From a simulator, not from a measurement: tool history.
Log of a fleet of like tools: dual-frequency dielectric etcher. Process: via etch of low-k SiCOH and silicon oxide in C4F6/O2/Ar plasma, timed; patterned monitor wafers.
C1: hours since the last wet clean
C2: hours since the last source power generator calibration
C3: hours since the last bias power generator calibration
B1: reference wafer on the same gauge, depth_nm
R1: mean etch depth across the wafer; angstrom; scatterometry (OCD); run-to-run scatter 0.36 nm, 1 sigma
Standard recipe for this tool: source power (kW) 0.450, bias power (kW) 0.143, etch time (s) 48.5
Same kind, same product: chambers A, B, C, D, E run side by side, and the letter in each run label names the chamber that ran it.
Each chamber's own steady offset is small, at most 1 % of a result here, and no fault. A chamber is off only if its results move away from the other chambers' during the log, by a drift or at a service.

Run 1D, hour 7.9: usual settings; C1 326.9; C2 1824.3; C3 764.3; B1 104.97. Result: R1 1114.4 angstrom.
Run 2C, hour 15.8: usual settings; C1 148.7; C2 1065.2; C3 3641.3; B1 104.97. Result: R1 1118.4 angstrom.
Run 3E, hour 28.2: usual settings; C1 341.7; C2 1875.7; C3 2728.6; B1 104.97. Result: R1 1116.7 angstrom.
Run 4A, hour 43.5: usual settings; C1 329.6; C2 206.9; C3 2238.6; B1 105.03. Result: R1 1120.2 angstrom.
Run 5B, hour 53.9: usual settings; C1 114.3; C2 2282.6; C3 1504.4; B1 105.05. Result: R1 1117.6 angstrom.
Run 6E, hour 67.6: usual settings; C1 381.1; C2 1915.1; C3 2768.0; B1 104.98. Result: R1 1117.1 angstrom.
Run 7C, hour 75.8: usual settings; C1 208.7; C2 1125.2; C3 3701.3; B1 105.05. Result: R1 1117.9 angstrom.
Run 8B, hour 89.9: usual settings; C1 150.3; C2 2318.6; C3 1540.4; B1 105.03. Result: R1 1115.6 angstrom.
Run 9A, hour 105.0: usual settings; C1 391.1; C2 268.4; C3 2300.1; B1 104.98. Result: R1 1122.7 angstrom.
Run 10D, hour 113.2: usual settings; C1 432.2; C2 1929.6; C3 869.6; B1 104.98. Result: R1 1118.8 angstrom.
At hour 120.2: chamber E: wet clean of the chamber.
Run 11B, hour 127.9: usual settings; C1 188.3; C2 2356.6; C3 1578.4; B1 104.96. Result: R1 1122.3 angstrom.
Run 12A, hour 139.0: usual settings; C1 425.1; C2 302.4; C3 2334.1; B1 105.02. Result: R1 1118.8 angstrom.
Run 13C, hour 153.4: usual settings but etch time (s) 57.0; C1 286.3; C2 1202.8; C3 3778.9; B1 105.03. Result: R1 1315.1 angstrom.
Run 14D, hour 162.0: usual settings but etch time (s) 57.0; C1 481.0; C2 1978.4; C3 918.4; B1 105.00. Result: R1 1300.9 angstrom.
Run 15E, hour 169.7: usual settings but etch time (s) 57.0; C1 49.6; C2 2017.2; C3 2870.1; B1 104.95. Result: R1 1305.9 angstrom.
Run 16E, hour 180.6: usual settings but etch time (s) 57.0; C1 60.5; C2 2028.1; C3 2881.0; B1 104.92. Result: R1 1306.6 angstrom.
Run 17C, hour 191.9: usual settings but etch time (s) 57.0; C1 324.8; C2 1241.3; C3 3817.4; B1 105.07. Result: R1 1320.9 angstrom.
At hour 201.5: chamber D: wet clean of the chamber.
Run 18A, hour 205.8: usual settings; C1 491.9; C2 369.2; C3 2400.9; B1 104.99. Result: R1 1112.8 angstrom.
Run 19B, hour 212.7: usual settings; C1 273.1; C2 2441.4; C3 1663.2; B1 105.04. Result: R1 1120.8 angstrom.
Run 20D, hour 222.7: usual settings; C1 21.3; C2 2039.1; C3 979.1; B1 104.96. Result: R1 1108.9 angstrom.
At hour 224.2: chamber C: wet clean of the chamber.
At hour 224.9: chamber A: wet clean of the chamber.
Run 21B, hour 236.6: usual settings; C1 297.0; C2 2465.3; C3 1687.1; B1 104.99. Result: R1 1113.7 angstrom.
At hour 238.9: chamber B: bias power generator calibrated.
Run 22D, hour 245.6: usual settings; C1 44.2; C2 2062.0; C3 1002.0; B1 105.01. Result: R1 1104.7 angstrom.
Run 23E, hour 260.7: usual settings; C1 140.6; C2 2108.2; C3 2961.1; B1 104.98. Result: R1 1117.0 angstrom.
Run 24C, hour 275.5: usual settings; C1 51.3; C2 1324.9; C3 3901.0; B1 105.00. Result: R1 1144.3 angstrom.
Run 25A, hour 289.0: usual settings; C1 64.2; C2 452.4; C3 2484.1; B1 104.95. Result: R1 1119.4 angstrom.
Run 26A, hour 301.9: usual settings; C1 77.1; C2 465.3; C3 2497.0; B1 105.02. Result: R1 1129.3 angstrom.
Run 27D, hour 312.1: usual settings but etch time (s) 58.5; C1 110.7; C2 2128.5; C3 1068.5; B1 104.99. Result: R1 1346.9 angstrom.
Run 28C, hour 324.2: usual settings but etch time (s) 58.5; C1 100.0; C2 1373.6; C3 3949.7; B1 105.05. Result: R1 1372.1 angstrom.
Run 29B, hour 332.5: usual settings but etch time (s) 58.5; C1 392.9; C2 2561.2; C3 93.6; B1 105.04. Result: R1 1343.3 angstrom.
Run 30E, hour 343.8: usual settings but etch time (s) 58.5; C1 223.7; C2 2191.3; C3 3044.2; B1 105.01. Result: R1 1351.7 angstrom.
At hour 354.6: chamber B: wet clean of the chamber.
Run 31E, hour 357.2: usual settings but etch time (s) 58.5; C1 237.1; C2 2204.7; C3 3057.6; B1 104.99. Result: R1 1342.9 angstrom.
Run 32D, hour 369.8: usual settings; C1 168.4; C2 2186.2; C3 1126.2; B1 104.99. Result: R1 1113.0 angstrom.
Run 33C, hour 380.1: usual settings; C1 155.9; C2 1429.5; C3 4005.6; B1 104.95. Result: R1 1143.6 angstrom.
Run 34A, hour 390.4: usual settings; C1 165.6; C2 553.8; C3 2585.5; B1 104.95. Result: R1 1122.4 angstrom.
At hour 403.3: chamber B: source power generator calibrated.
Run 35B, hour 404.1: usual settings; C1 49.5; C2 0.9; C3 165.2; B1 104.94. Result: R1 1113.8 angstrom.
Run 36D, hour 415.6: usual settings; C1 214.2; C2 2232.0; C3 1172.0; B1 104.92. Result: R1 1118.9 angstrom.
Run 37C, hour 422.6: usual settings; C1 198.4; C2 1472.0; C3 4048.1; B1 105.03. Result: R1 1149.4 angstrom.
Run 38E, hour 437.8: usual settings but bias power (kW) 0.115; C1 317.7; C2 2285.3; C3 3138.2; B1 105.04. Result: R1 1049.0 angstrom.
Run 39B, hour 447.2: usual settings but bias power (kW) 0.115; C1 92.6; C2 44.0; C3 208.3; B1 104.94. Result: R1 1042.4 angstrom.
Run 40A, hour 455.4: usual settings but bias power (kW) 0.115; C1 230.6; C2 618.8; C3 2650.5; B1 105.11. Result: R1 1048.1 angstrom.
Run 41E, hour 463.9: usual settings but bias power (kW) 0.115; C1 343.8; C2 2311.4; C3 3164.3; B1 105.02. Result: R1 1041.7 angstrom.

All 5 chambers run these settings next. Forecast each chamber's results:
Run 42A, hour 474.9: usual settings. Result: R1 ?.
Run 42B, hour 474.9: usual settings. Result: R1 ?.
Run 42C, hour 474.9: usual settings. Result: R1 ?.
Run 42D, hour 474.9: usual settings. Result: R1 ?.
Run 42E, hour 474.9: usual settings. Result: R1 ?.

run      R1
42A  1119.3
42B  1119.9
42C  1145.9
42D  1123.0
42E  1114.7

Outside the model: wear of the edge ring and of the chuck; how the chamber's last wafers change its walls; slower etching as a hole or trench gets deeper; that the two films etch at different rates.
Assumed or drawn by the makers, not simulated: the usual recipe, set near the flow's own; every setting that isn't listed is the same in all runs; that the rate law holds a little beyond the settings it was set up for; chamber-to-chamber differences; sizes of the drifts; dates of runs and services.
